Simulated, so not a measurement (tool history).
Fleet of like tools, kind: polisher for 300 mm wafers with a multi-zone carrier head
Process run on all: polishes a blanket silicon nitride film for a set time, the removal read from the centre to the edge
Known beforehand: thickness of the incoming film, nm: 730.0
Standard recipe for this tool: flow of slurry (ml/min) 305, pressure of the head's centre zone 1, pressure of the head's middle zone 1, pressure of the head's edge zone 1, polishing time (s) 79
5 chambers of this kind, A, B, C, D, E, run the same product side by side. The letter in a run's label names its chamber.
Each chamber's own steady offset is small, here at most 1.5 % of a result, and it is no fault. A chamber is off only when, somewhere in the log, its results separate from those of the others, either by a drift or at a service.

run,hour,flow of slurry (ml/min),pressure of the head's centre zone,pressure of the head's middle zone,pressure of the head's edge zone,polishing time (s),wafers polished on this pad,hours since the slurry nozzle was cleaned,hours since the centre zone pressure was calibrated,hours since the edge zone pressure was calibrated,film removed at the wafer's centre (angstrom),film removed at mid-radius (angstrom),film removed at the wafer's edge (angstrom)
1C,7.4,305,1,1,1,79,878,123.6,277.7,300,1151.4,1177.6,1176.7
2A,20.1,305,1,1,1,79,912,111.8,119.7,609.6,1166.1,1157.8,1193.9
# hour 33.3: chamber C: worn pad replaced by a new one
3B,34.2,305,1,1,1,79,845,338.6,241,600.3,1163.7,1165.1,1154.5
# hour 48.6: chamber E: worn pad replaced by a new one
# hour 49: chamber B: slurry nozzle cleaned
4E,50.4,305,1,1,1,79,25,843.7,768.9,532.2,1155.4,1175.6,1170.5
# hour 50.8: chamber D: slurry nozzle cleaned
# hour 55.1: chamber B: worn pad replaced by a new one
5D,59.3,305,1,1,1,79,1025,8.6,332.4,396.3,1174.6,1179.8,1211.4
# hour 60.3: chamber D: worn pad replaced by a new one
# hour 66.1: chamber E: edge zone pressure recalibrated
# hour 72.9: chamber E: slurry nozzle cleaned
6C,73.9,305,1,1,1,79,554,190.1,344.2,366.5,1146.3,1165.7,1173
# hour 74.7: chamber A: edge zone pressure recalibrated
7B,86.7,305,1,1,1,79,432,37.8,293.5,652.8,1149.9,1181,1143.4
8D,97,305,1,1.06,1,105,502,46.3,370.1,434,1562.3,1656.1,1567.7
9E,105.2,305,1,1.06,1,105,773,32.3,823.7,39.2,1542.9,1629.9,1545.6
10A,112.6,305,1,1.06,1,105,2175,204.3,212.2,38,1530.2,1621.9,1548.5
# hour 122.6: chamber C: worn pad replaced by a new one
11A,123.3,305,1,1.06,1,105,2321,215,222.9,48.7,1540.1,1617.6,1577.6
# hour 124.7: chamber D: worn pad replaced by a new one
# hour 135.1: chamber E: worn pad replaced by a new one
12C,136.8,305,1,1.06,1,105,194,253,407.1,429.4,1534.4,1642.9,1528.8
# hour 140.5: chamber B: worn pad replaced by a new one
13D,144.4,305,1,1,1,79,270,93.7,417.5,481.4,1151.3,1175.7,1183.6
# hour 151: chamber B: centre zone pressure recalibrated
14B,152.1,305,0.94,1,1,104,158,103.2,1.2,718.2,1407.9,1542.6,1519.9
15E,162.7,305,0.94,1,1,104,377,89.8,881.2,96.7,1433.1,1560.1,1550.4
16B,172.3,305,0.94,1,1,104,434,123.4,21.4,738.4,1439.2,1516.3,1514
17A,185.9,305,0.94,1,1,104,3176,277.6,285.5,111.3,1375.9,1526.7,1530.4
# hour 192.4: chamber C: worn pad replaced by a new one
18E,195.9,305,0.94,1,1,104,830,123,914.4,129.9,1427.4,1549.5,1501.8
# hour 201.5: chamber D: worn pad replaced by a new one
19D,209.9,230,1,1,1,67,115,159.2,483,546.9,946.09,963.22,974.83
# hour 215.2: chamber E: worn pad replaced by a new one
20C,222.4,230,1,1,1,67,411,338.6,492.7,515,935.65,948.71,981.74
# hour 225.9: chamber B: worn pad replaced by a new one
21E,234.8,230,1,1,1,67,268,161.9,953.3,168.8,954.69,961.54,969.63
# hour 237.2: chamber A: centre zone pressure recalibrated
22A,247.3,230,1,1,1,67,4015,339,10.2,172.7,922.84,934.48,923.25
23C,256.2,230,1,1,1,67,872,372.4,526.5,548.8,959.84,969.5,989.41
24B,265.4,305,1,1,1,79,540,216.5,114.5,831.5,1167.3,1174.9,1151.7
# hour 268.3: chamber D: worn pad replaced by a new one
# hour 275.5: chamber A: slurry nozzle cleaned
25D,279,305,1,1,1,79,147,228.3,552.1,616,1136.5,1164.9,1183.2
# hour 283.4: chamber C: worn pad replaced by a new one
# hour 291.1: chamber E: worn pad replaced by a new one
26A,295.3,305,1,1,1,79,4670,19.9,58.2,220.7,1091.6,1119.4,1106.3
27B,309.1,305,1,1,1,79,1137,260.2,158.2,875.2,1148.7,1166.1,1142.5
28E,319.7,305,1,1,1,79,391,246.8,1038.2,253.7,1169.2,1182.7,1164
# hour 321.1: chamber C: slurry nozzle cleaned
29C,328.2,305,1,1,1,79,612,7.1,598.5,620.8,1164.5,1173.4,1156.3
# hour 328.7: chamber D: worn pad replaced by a new one
30D,335.8,385,1.04,1,1,79,97,285.1,608.9,672.8,1261.3,1206,1201.2
31A,348.2,385,1.04,1,1,79,5393,72.8,111.1,273.6,1138.4,1126,1095.6

For the next run the whole fleet of 5 chambers uses the same settings. Give each chamber's results:
32A,360.1,305,1,1,1,79,,,,,?,?,?
32B,360.1,305,1,1,1,79,,,,,?,?,?
32C,360.1,305,1,1,1,79,,,,,?,?,?
32D,360.1,305,1,1,1,79,,,,,?,?,?
32E,360.1,305,1,1,1,79,,,,,?,?,?

run,film removed at the wafer's centre (angstrom),film removed at mid-radius (angstrom),film removed at the wafer's edge (angstrom)
32A,1063.4,1081.8,1079.7
32B,1141.5,1157.6,1135.6
32C,1155,1169.6,1184.6
32D,1164.7,1179.8,1150.9
32E,1171.3,1177.4,1150.9

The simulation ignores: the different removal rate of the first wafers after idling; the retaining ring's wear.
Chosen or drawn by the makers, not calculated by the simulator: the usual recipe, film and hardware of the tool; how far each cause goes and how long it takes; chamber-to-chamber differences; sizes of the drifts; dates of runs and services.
